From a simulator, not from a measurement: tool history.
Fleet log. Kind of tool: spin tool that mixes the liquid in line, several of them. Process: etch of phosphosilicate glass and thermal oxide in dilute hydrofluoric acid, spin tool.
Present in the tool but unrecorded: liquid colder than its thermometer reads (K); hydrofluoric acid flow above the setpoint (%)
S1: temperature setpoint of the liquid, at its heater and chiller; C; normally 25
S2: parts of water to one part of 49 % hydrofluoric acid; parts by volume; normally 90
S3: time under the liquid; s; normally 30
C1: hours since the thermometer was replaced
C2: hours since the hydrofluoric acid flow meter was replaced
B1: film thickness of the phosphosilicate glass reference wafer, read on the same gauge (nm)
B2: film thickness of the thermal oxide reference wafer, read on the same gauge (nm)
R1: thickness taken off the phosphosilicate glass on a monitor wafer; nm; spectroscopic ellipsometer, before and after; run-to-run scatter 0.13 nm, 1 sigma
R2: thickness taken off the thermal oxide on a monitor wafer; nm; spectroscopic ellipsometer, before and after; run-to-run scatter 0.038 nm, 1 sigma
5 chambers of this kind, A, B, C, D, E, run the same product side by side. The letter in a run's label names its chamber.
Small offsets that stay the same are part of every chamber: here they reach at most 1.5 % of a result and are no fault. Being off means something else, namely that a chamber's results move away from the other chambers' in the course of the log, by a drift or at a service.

run,hour,S1,S2,S3,C1,C2,B1,B2,R1,R2
1D,6.9,25,90,30,2121.7,803,90.008,50.011,23.403,1.6303
2E,16.1,25,90,30,196.1,98.3,89.989,50.004,23.446,1.5886
3A,25.9,25,90,30,1002.3,172.4,89.979,49.984,23.239,1.633
4B,34.2,25,90,30,849.7,1699.6,90.022,50.004,23.338,1.6717
5C,43.8,25,90,30,907.4,753.8,89.997,49.988,23.701,1.6186
6E,49.5,25,90,30,229.5,131.7,90.025,49.966,23.483,1.6788
7A,55.7,25,90,30,1032.1,202.2,89.989,49.995,23.001,1.6976
8D,62.9,25,90,30,2177.7,859,90.007,49.978,23.14,1.6072
9B,71.5,25,90,30,887,1736.9,89.997,50.005,23.557,1.6186
10C,76.5,25,90,30,940.1,786.5,89.998,50.004,23.768,1.6941
# hour 83.2: chamber D: hydrofluoric acid flow meter replaced
11B,85.2,25,90,30,900.7,1750.6,90,50.002,23.26,1.6307
12A,95.5,25,90,30,1071.9,242,90.018,50.001,23.15,1.7033
13E,102.4,25,90,30,282.4,184.6,89.986,49.987,23.793,1.6348
14D,110.5,25,90,30,2225.3,27.4,90.048,50.028,23.243,1.7073
15C,115.4,25,90,30,979,825.4,90.06,50.031,23.901,1.6177
16E,125.2,25,90,30,305.2,207.4,90.013,49.945,23.625,1.722
17C,131.2,25,90,30,994.8,841.2,90.02,49.991,23.748,1.5905
18A,140.1,25,90,30,1116.5,286.6,90.004,50.006,23.266,1.6684
19D,146.2,25,90,30,2261,63.1,89.972,50.015,23.072,1.6248
20B,152.5,25,90,30,968,1817.9,90.002,49.972,23.546,1.6698
21B,162.9,25,90,30,978.4,1828.3,90.022,50.027,23.35,1.6677
# hour 169.1: chamber A: thermometer replaced
22C,170.3,25,90,30,1033.9,880.3,90.011,50.018,23.616,1.6612
23A,179.7,25,90,30,10.7,326.2,89.969,49.989,23.091,1.6952
24D,189.3,25,90,30,2304.1,106.2,90.036,49.959,23.306,1.6142
25E,196.1,25,90,30,376.1,278.3,89.997,49.997,23.465,1.6709
# hour 197.3: chamber C: thermometer replaced
26C,201,25,65,30,3.7,911,89.992,50.002,33.488,2.3595
27A,206.9,25,65,30,37.9,353.4,90.005,49.961,32.971,2.3873
28B,212.1,25,65,30,1027.6,1877.5,90.002,49.998,32.886,2.3065
# hour 218.6: chamber D: thermometer replaced
29D,222.4,25,65,30,3.9,139.3,90.045,49.949,33.541,2.4403
30E,229.4,25,65,30,409.4,311.6,89.983,50,33.601,2.3792
31B,234.2,25,50,30,1049.7,1899.6,90.021,49.98,43.79,3.1297
32D,242.1,25,50,30,23.6,159,90.005,49.983,44.926,3.2699
33E,246.8,25,50,30,426.8,329,89.995,49.969,44.156,3.1107
34C,252.3,25,50,30,55,962.3,89.973,49.972,44.345,3.0197
35A,259,25,50,30,90,405.5,89.98,49.978,43.718,3.0715
36A,267,25,90,30,98,413.5,90.036,49.988,23.256,1.6488
37C,276.9,25,90,30,79.6,986.9,90.035,49.96,23.388,1.7153
38E,283.5,25,90,30,463.5,365.7,89.958,50.02,23.289,1.6908
# hour 284.1: chamber B: thermometer replaced
39D,292.5,25,90,30,74,209.4,90.006,50.018,23.244,1.6122
40B,302.1,25,90,30,18.1,1967.5,90.011,50.009,23.301,1.7064
41D,310.9,25,90,30,92.4,227.8,90.02,49.991,23.143,1.6518
# hour 312.3: chamber E: hydrofluoric acid flow meter replaced
42A,319.5,25,90,30,150.5,466,90.004,49.995,23.271,1.6216
43E,325.3,25,90,30,505.3,13,89.99,50.003,23.5,1.6913

Predict what each chamber gives when all 5 of them run the settings below next.
44A,332.9,25,90,30,,,,,?,?
44B,332.9,25,90,30,,,,,?,?
44C,332.9,25,90,30,,,,,?,?
44D,332.9,25,90,30,,,,,?,?
44E,332.9,25,90,30,,,,,?,?

run,R1,R2
44A,23.14,1.6642
44B,23.328,1.6761
44C,23.957,1.6215
44D,23.404,1.6186
44E,23.504,1.6665

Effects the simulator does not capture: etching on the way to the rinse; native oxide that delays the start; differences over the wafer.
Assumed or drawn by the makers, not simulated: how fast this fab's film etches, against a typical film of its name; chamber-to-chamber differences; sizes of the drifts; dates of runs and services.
